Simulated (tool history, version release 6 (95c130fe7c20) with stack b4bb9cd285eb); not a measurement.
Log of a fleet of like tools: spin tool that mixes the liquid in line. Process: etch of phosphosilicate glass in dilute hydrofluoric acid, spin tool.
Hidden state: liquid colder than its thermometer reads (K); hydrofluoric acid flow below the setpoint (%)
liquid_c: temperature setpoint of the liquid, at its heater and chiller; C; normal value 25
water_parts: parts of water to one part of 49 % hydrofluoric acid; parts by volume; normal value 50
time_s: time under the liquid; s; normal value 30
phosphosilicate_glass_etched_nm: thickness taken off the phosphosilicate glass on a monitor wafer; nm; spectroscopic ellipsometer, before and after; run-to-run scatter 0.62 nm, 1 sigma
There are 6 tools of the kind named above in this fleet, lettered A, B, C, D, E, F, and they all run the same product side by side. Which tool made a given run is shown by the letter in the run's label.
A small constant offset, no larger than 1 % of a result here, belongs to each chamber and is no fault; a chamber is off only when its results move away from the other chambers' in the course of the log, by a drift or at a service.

run,day,liquid_c,water_parts,time_s,hours since the thermometer was replaced,hours since the hydrofluoric acid flow meter was replaced,"read-back film thickness of the phosphosilicate glass reference wafer, read on the same gauge (nm)",phosphosilicate_glass_etched_nm
1F,0.6,25,50,30,313.3,212.4,150.01,64.697
2E,0.988,25,50,30,407.4,137.6,149.98,65.359
3A,1.617,25,50,30,94.6,99.5,150,65.071
4D,1.933,25,50,30,581.8,871.2,150.01,64.213
5C,2.371,25,35,30,1393.5,415.2,150.01,93.639
6B,2.912,25,35,30,222.6,1361.2,150.02,94.054
7D,3.538,25,35,30,620.3,909.7,150.02,94.72
8F,4.071,25,35,30,396.6,295.7,149.99,91.949
9E,4.379,25,35,30,488.8,219,149.99,96.4
10A,4.846,25,35,30,172.1,177,149.99,95.788
11C,5.158,25,50,30,1460.4,482.1,150.01,64.544
12B,5.433,25,50,30,283.1,1421.7,150.01,64.651
13E,5.975,25,50,30,527.1,257.3,149.99,65.024
14A,6.392,25,50,30,209.2,214.1,150.02,65.279
15C,6.679,25,50,30,1496.9,518.6,149.99,64.354
16D,7.158,25,50,30,707.2,996.6,149.97,64.85
17F,7.679,25,50,30,483.2,382.3,149.99,65.058
18B,8.033,25,50,30,345.5,1484.1,150,64.428
19E,8.425,25,50,30,585.9,316.1,149.99,65.158
20F,8.821,25,50,30,510.6,409.7,150.02,64.62
21D,9.233,25,50,30,757,1046.4,149.97,65.042
22B,9.592,25,50,30,382.9,1521.5,150.02,63.957
23A,9.908,25,50,30,293.6,298.5,149.97,64.958
24C,10.242,25,50,30,1582.4,604.1,149.98,63.656
25B,10.667,20.5,50,30,408.7,1547.3,150,53.928
26C,10.958,20.5,50,30,1599.6,621.3,149.99,53.173
27F,11.329,20.5,50,30,570.8,469.9,150,53.033
28D,11.767,20.5,50,30,817.8,1107.2,150.02,54.455
29E,12.171,20.5,50,30,675.8,406,149.99,54.275
# day 12.462: chamber C: thermometer replaced
30A,12.808,20.5,50,30,363.2,368.1,150,54.737
31C,13.433,25,50,30,23.4,680.7,150.01,65.601
32D,13.85,25,50,30,867.8,1157.2,150,65.394
33A,14.438,25,50,30,402.3,407.2,149.99,65.105
34B,15.062,25,50,30,514.2,1652.8,149.98,65.752
35E,15.475,25,50,30,755.1,485.3,149.99,64.657
36F,15.929,25,50,30,681.2,580.3,150,65.09
37C,16.5,25,50,30,97,754.3,149.98,63.757
38F,16.992,25,50,30,706.7,605.8,150,64.592
39D,17.35,25,50,30,951.8,1241.2,150,65.313

For the next run the whole fleet of 6 chambers uses the same settings. Give each chamber's results:
40A,17.808,25,50,15,,,,?
40B,17.808,25,50,15,,,,?
40C,17.808,25,50,15,,,,?
40D,17.808,25,50,15,,,,?
40E,17.808,25,50,15,,,,?
40F,17.808,25,50,15,,,,?

run,phosphosilicate_glass_etched_nm
40A,32.916
40B,32.978
40C,32.752
40D,32.33
40E,32.614
40F,31.891
